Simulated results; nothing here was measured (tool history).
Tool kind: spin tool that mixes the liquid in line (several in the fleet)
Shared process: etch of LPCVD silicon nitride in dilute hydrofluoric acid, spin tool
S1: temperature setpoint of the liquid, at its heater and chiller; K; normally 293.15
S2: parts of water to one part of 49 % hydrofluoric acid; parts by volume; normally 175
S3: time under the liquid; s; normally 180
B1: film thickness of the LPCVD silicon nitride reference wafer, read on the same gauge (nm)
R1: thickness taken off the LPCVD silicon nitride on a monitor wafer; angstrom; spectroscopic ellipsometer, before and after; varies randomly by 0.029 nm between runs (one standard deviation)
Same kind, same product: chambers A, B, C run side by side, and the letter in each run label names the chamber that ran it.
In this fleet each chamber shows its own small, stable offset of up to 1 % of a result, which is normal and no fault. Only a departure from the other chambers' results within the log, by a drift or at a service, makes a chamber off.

run	hour	S1	S2	S3	B1	R1
# hour 6.0: chamber B: thermometer replaced
1A	7.3	293.15	175	180	60.006	3.7926
2C	16.6	293.15	175	180	59.996	3.1470
3B	25.9	293.15	175	180	60.007	3.6846
4A	31.4	293.15	175	180	59.987	3.8094
5B	38.5	293.15	175	180	60.018	3.8701
6C	49.8	293.15	175	180	59.996	3.0713
# hour 49.9: chamber C: hydrofluoric acid flow meter replaced
7C	56.9	296.65	225	180	59.985	3.7190
8A	68.8	296.65	225	180	60.004	3.5472
9B	77.0	296.65	225	180	60.010	3.7212
10C	86.3	293.15	175	180	60.005	3.8777
11A	97.6	293.15	175	180	60.012	3.8633
12B	105.3	293.15	175	180	60.010	3.6450
13A	116.1	293.15	175	180	60.016	3.6981
14B	125.7	293.15	175	180	59.994	3.9837
15C	133.7	293.15	175	180	59.991	3.5515
16C	145.3	293.15	175	180	60.004	4.0002
17B	153.5	293.15	175	180	59.977	4.0612
18A	165.6	293.15	175	180	59.978	3.5672
19C	172.2	293.15	175	180	59.999	3.4553
20B	178.6	293.15	175	180	59.983	4.0284
21A	187.0	293.15	175	180	59.999	3.7324
22B	194.8	293.15	175	180	60.016	3.6560
23A	205.2	293.15	175	180	59.986	3.4290
24C	216.4	293.15	175	180	60.003	3.5752
25C	227.6	293.15	175	180	60.001	3.8318
26A	235.4	293.15	175	180	60.016	4.2091
27B	245.2	293.15	175	180	60.008	4.2144
28C	254.8	293.15	175	255	59.997	5.0661
29B	261.8	293.15	175	255	59.994	5.8796
30A	270.9	293.15	175	255	60.022	4.9655
31A	279.6	293.15	175	180	59.988	4.1066
32C	285.2	293.15	175	180	60.016	3.9662
# hour 289.4: chamber B: hydrofluoric acid flow meter replaced
33B	295.7	293.15	175	180	59.993	3.9350
34A	306.7	293.15	175	180	59.990	4.1507
35B	312.6	293.15	175	180	59.999	3.7117
36C	323.4	293.15	175	230	59.971	4.8761
37C	331.9	293.15	175	230	59.987	4.8078

Read the log: is a single chamber off, either drifting away or since a service, is the gauge that measures every chamber drifting, or is nothing wrong beyond small per-chamber offsets? Name any odd chamber and what most likely caused it.

The fleet is healthy, with each chamber sitting at its usual small offset and no drift in the gauge.

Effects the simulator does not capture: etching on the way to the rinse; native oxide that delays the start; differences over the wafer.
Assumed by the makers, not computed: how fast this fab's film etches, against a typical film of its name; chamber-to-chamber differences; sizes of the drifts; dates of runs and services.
